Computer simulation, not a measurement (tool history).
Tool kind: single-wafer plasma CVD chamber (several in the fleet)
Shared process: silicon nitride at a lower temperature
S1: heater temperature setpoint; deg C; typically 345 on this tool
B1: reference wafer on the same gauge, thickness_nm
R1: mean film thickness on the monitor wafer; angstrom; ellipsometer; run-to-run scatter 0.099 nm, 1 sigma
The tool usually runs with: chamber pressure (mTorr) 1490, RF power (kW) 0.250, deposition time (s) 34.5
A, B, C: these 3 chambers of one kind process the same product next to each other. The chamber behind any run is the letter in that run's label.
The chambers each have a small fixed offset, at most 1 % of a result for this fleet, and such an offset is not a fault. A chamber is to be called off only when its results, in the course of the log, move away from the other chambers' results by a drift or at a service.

Run 1A, hour 13.2: usual settings; B1 29.199. Result: R1 350.25 angstrom.
Run 2B, hour 21.4: usual settings; B1 29.197. Result: R1 353.57 angstrom.
Run 3C, hour 27.9: usual settings; B1 29.196. Result: R1 345.52 angstrom.
Run 4C, hour 38.5: usual settings; B1 29.182. Result: R1 348.08 angstrom.
Run 5A, hour 45.8: usual settings; B1 29.189. Result: R1 349.70 angstrom.
Run 6B, hour 53.2: usual settings; B1 29.214. Result: R1 355.65 angstrom.
Run 7C, hour 61.3: usual settings; B1 29.206. Result: R1 348.97 angstrom.
Run 8B, hour 68.6: usual settings; B1 29.205. Result: R1 354.00 angstrom.
Run 9A, hour 80.8: usual settings; B1 29.197. Result: R1 350.96 angstrom.
Run 10A, hour 93.2: usual settings; B1 29.210. Result: R1 350.31 angstrom.
At hour 95.7: chamber B: RF generator calibrated.
Run 11B, hour 103.6: usual settings; B1 29.194. Result: R1 352.56 angstrom.
Run 12C, hour 117.4: usual settings; B1 29.200. Result: R1 346.48 angstrom.
Run 13A, hour 128.4: usual settings; B1 29.202. Result: R1 350.89 angstrom.
Run 14C, hour 138.7: usual settings; B1 29.199. Result: R1 345.85 angstrom.
Run 15B, hour 151.3: usual settings; B1 29.189. Result: R1 353.89 angstrom.
Run 16B, hour 161.5: usual settings; B1 29.205. Result: R1 354.12 angstrom.
Run 17A, hour 175.4: usual settings; B1 29.190. Result: R1 349.12 angstrom.
Run 18C, hour 187.2: usual settings; B1 29.187. Result: R1 346.33 angstrom.
Run 19A, hour 196.5: usual settings; B1 29.195. Result: R1 350.13 angstrom.
Run 20B, hour 209.5: usual settings; B1 29.201. Result: R1 352.30 angstrom.
At hour 213.3: chamber C: thermocouple changed; heater temperature recalibrated.
Run 21C, hour 216.7: usual settings but chamber pressure (mTorr) 1640, RF power (kW) 0.280; B1 29.198. Result: R1 385.07 angstrom.
Run 22C, hour 223.0: usual settings but chamber pressure (mTorr) 1640, RF power (kW) 0.280; B1 29.181. Result: R1 387.45 angstrom.
Run 23B, hour 229.7: usual settings but chamber pressure (mTorr) 1640, RF power (kW) 0.280; B1 29.188. Result: R1 392.44 angstrom.
Run 24A, hour 241.9: usual settings; B1 29.197. Result: R1 350.75 angstrom.
Run 25B, hour 249.3: usual settings; B1 29.203. Result: R1 353.22 angstrom.
Run 26C, hour 262.4: usual settings; B1 29.191. Result: R1 347.02 angstrom.
Run 27A, hour 274.3: usual settings; B1 29.200. Result: R1 351.54 angstrom.
Run 28C, hour 281.7: usual settings; B1 29.199. Result: R1 348.34 angstrom.

What goes on in this fleet: one chamber off, a drifting gauge, or nothing beyond the chambers' own small offsets? Name the chamber and the cause, if any.

No chamber is off and the gauge is stable; the differences are just each chamber's small, constant offset.
